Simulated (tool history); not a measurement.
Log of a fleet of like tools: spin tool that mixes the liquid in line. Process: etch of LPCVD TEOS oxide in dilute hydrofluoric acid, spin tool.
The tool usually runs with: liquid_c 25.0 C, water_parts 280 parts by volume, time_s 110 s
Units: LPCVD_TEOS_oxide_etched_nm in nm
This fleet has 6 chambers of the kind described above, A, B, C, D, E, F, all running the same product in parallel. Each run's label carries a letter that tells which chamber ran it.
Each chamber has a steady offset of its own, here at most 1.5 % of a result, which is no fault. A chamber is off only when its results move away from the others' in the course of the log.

run   hour  liquid_c  water_parts  time_s  read-back film thickness of the LPCVD TEOS oxide reference wafer, read on the same gauge (nm)  LPCVD_TEOS_oxide_etched_nm
 1D    5.1      25.0          280     110                                                                                         60.042                      11.819
 2B   12.6      25.0          280     110                                                                                         59.949                      11.608
 3A   16.7      25.0          280     110                                                                                         60.004                      11.874
 4E   20.9      25.0          280     110                                                                                         59.980                      11.820
 5C   28.2      25.0          280     110                                                                                         59.951                      11.801
 6F   31.9      26.5          280     110                                                                                         60.041                      12.309
 7A   38.4      26.5          280     110                                                                                         60.032                      12.574
 8F   45.8      26.5          280     110                                                                                         60.028                      12.289
 9C   51.4      26.5          280     110                                                                                         60.002                      12.581
      52.7  -- chamber D: thermometer replaced
10E   59.4      26.5          280     110                                                                                         59.993                      12.460
11B   63.6      26.5          280     110                                                                                         60.011                      12.523
12D   69.6      25.0          280     110                                                                                         59.996                      11.713
13F   75.8      22.5          280     110                                                                                         60.003                      10.538
14D   80.4      22.5          280     110                                                                                         60.031                      10.835
15A   87.6      22.5          280     110                                                                                         59.986                      10.720
16E   91.6      22.5          280     110                                                                                         60.010                      10.687
17C   98.9      22.5          280     110                                                                                         60.023                      10.575
18B  104.5      22.5          280     110                                                                                         60.007                      10.527
19F  111.2      25.0          280     110                                                                                         60.024                      11.641
20A  119.0      25.0          280     110                                                                                         59.990                      11.748
21D  126.3      25.0          280     110                                                                                         60.023                      11.769
22B  130.9      25.0          280     110                                                                                         60.039                      11.506
23C  134.6      25.0          280     110                                                                                         60.023                      11.255
24E  139.8      25.0          280     110                                                                                         59.987                      11.594
25E  144.3      21.0          160     110                                                                                         60.012                      20.228
26A  148.7      21.0          160     110                                                                                         60.000                      19.506
     150.1  -- chamber F: thermometer replaced
27B  155.2      21.0          160     110                                                                                         60.045                      20.221
28F  162.6      21.0          160     110                                                                                         60.029                      19.647
29C  167.5      21.0          160     110                                                                                         59.977                      18.637
30D  175.0      21.0          160     110                                                                                         60.012                      20.012
31C  181.1      25.0          280     110                                                                                         60.020                      10.744
32F  186.3      25.0          280     110                                                                                         60.018                      11.598
33A  190.7      25.0          280     110                                                                                         59.998                      11.805
34B  197.3      25.0          280     110                                                                                         59.971                      11.607
35E  204.5      25.0          280     110                                                                                         60.008                      11.788
36D  211.5      25.0          280     110                                                                                         59.994                      11.456
37A  217.4      25.0          280     110                                                                                         59.973                      11.620
38C  222.8      25.0          280     110                                                                                         60.012                      10.631
39F  227.5      25.0          280     110                                                                                         60.031                      11.535
40E  234.9      29.0          280     110                                                                                         59.983                      13.312

For the next run the whole fleet of 6 chambers uses the same settings. Give each chamber's results:
41A  240.6      25.0          280     165                                                                                                                          ?
41B  240.6      25.0          280     165                                                                                                                          ?
41C  240.6      25.0          280     165                                                                                                                          ?
41D  240.6      25.0          280     165                                                                                                                          ?
41E  240.6      25.0          280     165                                                                                                                          ?
41F  240.6      25.0          280     165                                                                                                                          ?

run  LPCVD_TEOS_oxide_etched_nm
41A                      17.552
41B                      17.393
41C                      15.598
41D                      17.858
41E                      17.596
41F                      17.655
